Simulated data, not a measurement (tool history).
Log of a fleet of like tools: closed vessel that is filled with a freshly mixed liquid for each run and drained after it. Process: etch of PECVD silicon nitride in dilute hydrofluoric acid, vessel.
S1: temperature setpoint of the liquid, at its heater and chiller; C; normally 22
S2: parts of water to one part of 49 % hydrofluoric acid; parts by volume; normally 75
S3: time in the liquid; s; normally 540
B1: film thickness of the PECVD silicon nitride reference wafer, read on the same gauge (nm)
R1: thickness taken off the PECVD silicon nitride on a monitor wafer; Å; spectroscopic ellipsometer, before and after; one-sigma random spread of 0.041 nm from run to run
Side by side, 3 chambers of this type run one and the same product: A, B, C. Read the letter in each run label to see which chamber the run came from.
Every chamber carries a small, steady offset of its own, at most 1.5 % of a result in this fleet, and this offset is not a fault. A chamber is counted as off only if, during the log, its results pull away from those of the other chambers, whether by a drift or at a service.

run,hour,S1,S2,S3,B1,R1
1B,6.9,22,75,540,79.994,124.72
2C,14.5,22,75,540,80.009,125.19
3A,24.5,22,75,540,80.013,124.8
4A,31,22,75,540,79.973,124.93
# hour 35.7: chamber A: thermometer replaced
5C,38.6,22,75,540,80.006,125.04
6B,45.7,22,75,540,80.001,124.71
7C,55,27,40,540,79.982,324.5
8B,63.1,27,40,540,80.007,329.22
9A,70,27,40,540,79.98,319.5
10B,81.5,22,75,540,80.023,124.3
11C,91.1,22,75,540,79.97,125.07
12A,97.5,22,75,540,79.982,124.75
13B,111.5,22,75,540,80.046,124.74
14A,118.1,22,75,540,79.994,124.42
15C,128.9,22,75,540,79.99,126.47
16C,138.4,22,75,540,79.992,125.55
17A,145,22,75,540,79.994,124.42
18B,158,22,75,540,79.999,124.53
19C,168.1,22,75,540,79.969,127.29
20B,175,17.5,75,540,80.005,91.462
21A,182,17.5,75,540,79.993,91.327
22B,191,17.5,75,540,79.99,91.433
23C,197.6,22,75,540,79.996,128.11
24A,209.8,22,75,540,80.008,124.44
25C,223.2,22,75,540,79.961,129.75
26A,233.6,22,55,705,80.01,220.16
27B,242.8,22,55,705,80.03,222.64

Each of the 3 chambers runs these same settings next. Fill in every chamber's results:
28A,252.9,22,75,540,,?
28B,252.9,22,75,540,,?
28C,252.9,22,75,540,,?

run,R1
28A,125.1
28B,124.11
28C,130.15
